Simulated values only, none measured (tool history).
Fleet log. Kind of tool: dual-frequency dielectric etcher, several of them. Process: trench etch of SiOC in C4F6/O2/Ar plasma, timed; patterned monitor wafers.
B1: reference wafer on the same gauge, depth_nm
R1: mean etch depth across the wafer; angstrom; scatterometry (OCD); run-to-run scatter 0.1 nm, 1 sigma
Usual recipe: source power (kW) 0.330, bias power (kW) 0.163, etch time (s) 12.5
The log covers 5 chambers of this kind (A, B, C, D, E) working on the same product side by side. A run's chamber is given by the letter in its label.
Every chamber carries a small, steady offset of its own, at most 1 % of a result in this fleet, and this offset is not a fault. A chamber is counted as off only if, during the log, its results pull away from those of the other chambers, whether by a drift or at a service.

Run 1C, hour 9.3: usual settings; B1 24.995. Result: R1 233.82 angstrom.
Run 2D, hour 17.5: usual settings; B1 25.012. Result: R1 234.12 angstrom.
Run 3B, hour 32.4: usual settings; B1 25.009. Result: R1 235.27 angstrom.
Run 4E, hour 41.0: usual settings; B1 25.017. Result: R1 232.66 angstrom.
Run 5A, hour 49.1: usual settings; B1 24.986. Result: R1 233.53 angstrom.
At hour 62.8: chamber C: bias power generator calibrated.
Run 6D, hour 63.6: usual settings but source power (kW) 0.280, etch time (s) 11.0; B1 25.009. Result: R1 193.05 angstrom.
Run 7C, hour 74.7: usual settings but source power (kW) 0.280, etch time (s) 11.0; B1 25.033. Result: R1 191.91 angstrom.
Run 8A, hour 88.6: usual settings but source power (kW) 0.280, etch time (s) 11.0; B1 24.994. Result: R1 192.32 angstrom.
At hour 93.1: chamber D: wet clean of the chamber.
Run 9E, hour 100.4: usual settings but source power (kW) 0.280, etch time (s) 11.0; B1 24.996. Result: R1 193.42 angstrom.
Run 10B, hour 116.1: usual settings but source power (kW) 0.280, etch time (s) 11.0; B1 25.001. Result: R1 194.27 angstrom.
Run 11C, hour 127.5: usual settings; B1 24.973. Result: R1 232.27 angstrom.
Run 12E, hour 141.6: usual settings but bias power (kW) 0.202; B1 24.982. Result: R1 249.14 angstrom.
Run 13B, hour 149.7: usual settings but bias power (kW) 0.202; B1 24.972. Result: R1 252.03 angstrom.
Run 14A, hour 159.1: usual settings but bias power (kW) 0.202; B1 25.026. Result: R1 248.54 angstrom.
At hour 159.3: chamber B: wet clean of the chamber.
Run 15D, hour 169.9: usual settings but bias power (kW) 0.202; B1 24.998. Result: R1 251.41 angstrom.
Run 16D, hour 180.9: usual settings but bias power (kW) 0.202; B1 24.988. Result: R1 249.63 angstrom.
Run 17A, hour 190.6: usual settings; B1 24.989. Result: R1 233.21 angstrom.
Run 18E, hour 199.9: usual settings; B1 25.017. Result: R1 233.04 angstrom.
Run 19C, hour 215.8: usual settings but source power (kW) 0.300, etch time (s) 10.5; B1 24.980. Result: R1 188.15 angstrom.
Run 20B, hour 228.8: usual settings but source power (kW) 0.300, etch time (s) 10.5; B1 24.994. Result: R1 191.63 angstrom.
Run 21E, hour 239.9: usual settings but source power (kW) 0.300, etch time (s) 10.5; B1 24.987. Result: R1 189.66 angstrom.
Run 22B, hour 248.8: usual settings but source power (kW) 0.300, etch time (s) 10.5; B1 24.989. Result: R1 191.33 angstrom.
Run 23A, hour 262.5: usual settings but source power (kW) 0.300, etch time (s) 10.5; B1 25.017. Result: R1 188.30 angstrom.
At hour 264.0: chamber C: wet clean of the chamber.
Run 24D, hour 276.7: usual settings; B1 24.991. Result: R1 234.75 angstrom.
Run 25C, hour 291.6: usual settings; B1 25.021. Result: R1 233.83 angstrom.
Run 26A, hour 300.5: usual settings; B1 25.005. Result: R1 232.01 angstrom.
At hour 310.4: chamber E: wet clean of the chamber.
Run 27D, hour 311.1: usual settings but source power (kW) 0.290, etch time (s) 9.0; B1 25.004. Result: R1 160.29 angstrom.
Run 28B, hour 319.7: usual settings but source power (kW) 0.290, etch time (s) 9.0; B1 24.995. Result: R1 161.68 angstrom.
Run 29E, hour 330.5: usual settings but source power (kW) 0.290, etch time (s) 9.0; B1 25.007. Result: R1 150.90 angstrom.
At hour 336.6: chamber E: source power generator calibrated.
Run 30C, hour 340.8: usual settings but source power (kW) 0.290, etch time (s) 9.0; B1 25.005. Result: R1 159.03 angstrom.
Run 31D, hour 352.7: usual settings but source power (kW) 0.290, etch time (s) 9.0; B1 25.014. Result: R1 160.96 angstrom.
Run 32E, hour 368.5: usual settings; B1 25.002. Result: R1 223.47 angstrom.
At hour 369.0: chamber A: wet clean of the chamber.
Run 33C, hour 380.4: usual settings; B1 24.999. Result: R1 232.12 angstrom.
Run 34A, hour 393.3: usual settings; B1 25.025. Result: R1 232.55 angstrom.
Run 35B, hour 404.6: usual settings but source power (kW) 0.250, etch time (s) 10.0; B1 24.978. Result: R1 169.97 angstrom.
Run 36D, hour 415.7: usual settings but source power (kW) 0.250, etch time (s) 10.0; B1 24.988. Result: R1 168.43 angstrom.
Run 37B, hour 431.4: usual settings but source power (kW) 0.250, etch time (s) 10.0; B1 25.002. Result: R1 169.58 angstrom.
Run 38C, hour 438.9: usual settings but source power (kW) 0.250, etch time (s) 10.0; B1 25.008. Result: R1 165.96 angstrom.
Run 39A, hour 450.8: usual settings but source power (kW) 0.250, etch time (s) 10.0; B1 24.997. Result: R1 167.37 angstrom.
Run 40E, hour 460.6: usual settings; B1 25.017. Result: R1 220.69 angstrom.
Run 41E, hour 476.3: usual settings; B1 24.992. Result: R1 222.30 angstrom.
Run 42B, hour 484.4: usual settings; B1 24.983. Result: R1 236.66 angstrom.

All 5 chambers run these settings next. Forecast each chamber's results:
Run 43A, hour 495.9: usual settings but etch time (s) 14.0. Result: R1 ?.
Run 43B, hour 495.9: usual settings but etch time (s) 14.0. Result: R1 ?.
Run 43C, hour 495.9: usual settings but etch time (s) 14.0. Result: R1 ?.
Run 43D, hour 495.9: usual settings but etch time (s) 14.0. Result: R1 ?.
Run 43E, hour 495.9: usual settings but etch time (s) 14.0. Result: R1 ?.

run      R1
43A  261.47
43B  264.30
43C  261.98
43D  262.10
43E  248.30
